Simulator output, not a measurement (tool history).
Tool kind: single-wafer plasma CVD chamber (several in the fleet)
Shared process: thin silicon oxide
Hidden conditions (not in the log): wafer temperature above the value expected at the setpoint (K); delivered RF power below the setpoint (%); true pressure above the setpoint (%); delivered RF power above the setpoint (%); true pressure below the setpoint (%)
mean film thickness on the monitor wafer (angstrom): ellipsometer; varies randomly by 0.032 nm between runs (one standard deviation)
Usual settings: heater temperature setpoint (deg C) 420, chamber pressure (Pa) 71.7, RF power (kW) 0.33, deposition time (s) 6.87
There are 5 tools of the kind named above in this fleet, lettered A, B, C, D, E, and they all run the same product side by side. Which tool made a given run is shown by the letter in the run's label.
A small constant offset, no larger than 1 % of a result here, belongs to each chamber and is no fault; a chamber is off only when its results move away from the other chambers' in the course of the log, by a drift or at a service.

| run | day | heater temperature setpoint (deg C) | chamber pressure (Pa) | RF power (kW) | deposition time (s) | hours since the last thermocouple change | hours since the last RF generator calibration | hours since the last manometer calibration | read-back reference wafer on the same gauge, thickness_nm | mean film thickness on the monitor wafer (angstrom) |
|---|---|---|---|---|---|---|---|---|---|---|
| 1D | 0.258 | 420 | 71.7 | 0.33 | 6.87 | 459.3 | 634.4 | 159.6 | 8.6953 | 84.308 |
| 2C | 0.592 | 420 | 71.7 | 0.33 | 6.87 | 1982.4 | 964.6 | 700.5 | 8.6927 | 84.661 |
| 3E | 0.925 | 420 | 71.7 | 0.33 | 6.87 | 116.2 | 40.9 | 1654 | 8.6921 | 84.891 |
| 4A | 1.271 | 420 | 71.7 | 0.33 | 6.87 | 1998.3 | 950.8 | 1197.5 | 8.6849 | 85.021 |
| 5B | 1.488 | 420 | 71.7 | 0.33 | 6.87 | 484.6 | 753.9 | 90.3 | 8.6862 | 84.335 |
| 6A | 1.771 | 420 | 71.7 | 0.33 | 6.87 | 2010.3 | 962.8 | 1209.5 | 8.6932 | 84.535 |
| 7E | 2.042 | 420 | 71.7 | 0.33 | 6.87 | 143 | 67.7 | 1680.8 | 8.6942 | 85.402 |
|  | 2.158 | chamber A: capacitance manometer re-zeroed and calibrated |
| 8C | 2.367 | 420 | 71.7 | 0.33 | 6.87 | 2025 | 1007.2 | 743.1 | 8.6826 | 85.246 |
| 9D | 2.654 | 420 | 71.7 | 0.33 | 6.87 | 516.8 | 691.9 | 217.1 | 8.6864 | 85.014 |
| 10B | 3.017 | 420 | 71.7 | 0.33 | 6.87 | 521.3 | 790.6 | 127 | 8.6869 | 84.62 |
| 11E | 3.262 | 420 | 71.7 | 0.33 | 6.87 | 172.3 | 97 | 1710.1 | 8.6874 | 85.085 |
| 12D | 3.6 | 420 | 71.7 | 0.33 | 6.87 | 539.5 | 714.6 | 239.8 | 8.6943 | 84.611 |
| 13C | 3.904 | 420 | 71.7 | 0.33 | 6.87 | 2061.9 | 1044.1 | 780 | 8.6825 | 84.588 |
| 14B | 4.075 | 420 | 71.7 | 0.33 | 6.87 | 546.7 | 816 | 152.4 | 8.6886 | 84.187 |
| 15A | 4.375 | 420 | 71.7 | 0.33 | 6.87 | 2072.8 | 1025.3 | 53.3 | 8.6909 | 84.934 |
| 16B | 4.696 | 420 | 71.7 | 0.33 | 6.87 | 561.6 | 830.9 | 167.3 | 8.6786 | 84.456 |
| 17A | 5.021 | 420 | 71.7 | 0.33 | 6.87 | 2088.3 | 1040.8 | 68.8 | 8.7019 | 85.154 |
| 18E | 5.246 | 420 | 71.7 | 0.33 | 6.87 | 219.9 | 144.6 | 1757.7 | 8.6836 | 84.186 |
| 19D | 5.588 | 420 | 71.7 | 0.33 | 6.87 | 587.2 | 762.3 | 287.5 | 8.6998 | 84.756 |
| 20C | 5.892 | 420 | 71.7 | 0.33 | 6.87 | 2109.6 | 1091.8 | 827.7 | 8.6846 | 85.31 |
| 21A | 6.238 | 420 | 71.7 | 0.33 | 6.87 | 2117.5 | 1070 | 98 | 8.6946 | 84.63 |
| 22E | 6.567 | 420 | 71.7 | 0.33 | 6.87 | 251.6 | 176.3 | 1789.4 | 8.6933 | 83.515 |
| 23B | 6.788 | 420 | 71.7 | 0.33 | 6.87 | 611.8 | 881.1 | 217.5 | 8.6854 | 84.54 |
| 24C | 7.029 | 420 | 71.7 | 0.33 | 6.87 | 2136.9 | 1119.1 | 855 | 8.6948 | 85.4 |
| 25D | 7.238 | 420 | 59.9 | 0.33 | 6.87 | 626.8 | 801.9 | 327.1 | 8.6809 | 68.825 |
| 26A | 7.604 | 420 | 59.9 | 0.33 | 6.87 | 2150.3 | 1102.8 | 130.8 | 8.6972 | 69.243 |
| 27B | 7.779 | 420 | 59.9 | 0.33 | 6.87 | 635.6 | 904.9 | 241.3 | 8.6818 | 68.673 |
| 28D | 7.946 | 420 | 59.9 | 0.33 | 6.87 | 643.8 | 818.9 | 344.1 | 8.6928 | 68.846 |
| 29E | 8.2 | 420 | 59.9 | 0.33 | 6.87 | 290.8 | 215.5 | 1828.6 | 8.6871 | 67.624 |
| 30C | 8.421 | 420 | 71.7 | 0.33 | 6.87 | 2170.3 | 1152.5 | 888.4 | 8.6883 | 84.676 |
| 31C | 8.654 | 420 | 71.7 | 0.33 | 6.87 | 2175.9 | 1158.1 | 894 | 8.69 | 84.619 |
| 32B | 8.871 | 420 | 71.7 | 0.33 | 6.87 | 661.8 | 931.1 | 267.5 | 8.6902 | 84.874 |
| 33E | 9.217 | 420 | 71.7 | 0.33 | 6.87 | 315.2 | 239.9 | 1853 | 8.6904 | 82.886 |
| 34D | 9.417 | 420 | 71.7 | 0.33 | 6.87 | 679.1 | 854.2 | 379.4 | 8.6863 | 84.36 |
| 35A | 9.592 | 420 | 71.7 | 0.33 | 6.87 | 2198 | 1150.5 | 178.5 | 8.683 | 84.927 |
| 36E | 9.871 | 420 | 71.7 | 0.365 | 5.79 | 330.9 | 255.6 | 1868.7 | 8.686 | 71.812 |
| 37D | 10.075 | 420 | 71.7 | 0.365 | 5.79 | 694.9 | 870 | 395.2 | 8.6909 | 74.751 |
| 38C | 10.433 | 420 | 71.7 | 0.365 | 5.79 | 2218.6 | 1200.8 | 936.7 | 8.6888 | 74.318 |
|  | 10.571 | chamber A: thermocouple changed; heater temperature recalibrated |
| 39B | 10.608 | 420 | 71.7 | 0.365 | 5.79 | 703.5 | 972.8 | 309.2 | 8.6853 | 74.499 |
| 40A | 10.95 | 420 | 71.7 | 0.365 | 5.79 | 9.1 | 1183.1 | 211.1 | 8.6925 | 74.37 |
| 41A | 11.296 | 420 | 71.7 | 0.33 | 6.87 | 17.4 | 1191.4 | 219.4 | 8.691 | 84.949 |
| 42B | 11.504 | 420 | 71.7 | 0.33 | 6.87 | 725 | 994.3 | 330.7 | 8.6848 | 83.8 |
| 43D | 11.746 | 420 | 71.7 | 0.33 | 6.87 | 735 | 910.1 | 435.3 | 8.6856 | 84.969 |

The same settings go to every chamber for the next run, one line per chamber below. Forecast the results for each:
| 44A | 12.012 | 414 | 71.7 | 0.33 | 6.87 |  |  |  |  | ? |
| 44B | 12.012 | 414 | 71.7 | 0.33 | 6.87 |  |  |  |  | ? |
| 44C | 12.012 | 414 | 71.7 | 0.33 | 6.87 |  |  |  |  | ? |
| 44D | 12.012 | 414 | 71.7 | 0.33 | 6.87 |  |  |  |  | ? |
| 44E | 12.012 | 414 | 71.7 | 0.33 | 6.87 |  |  |  |  | ? |

| run | mean film thickness on the monitor wafer (angstrom) |
|---|---|
| 44A | 85.724 |
| 44B | 84.168 |
| 44C | 85.383 |
| 44D | 84.742 |
| 44E | 82.231 |
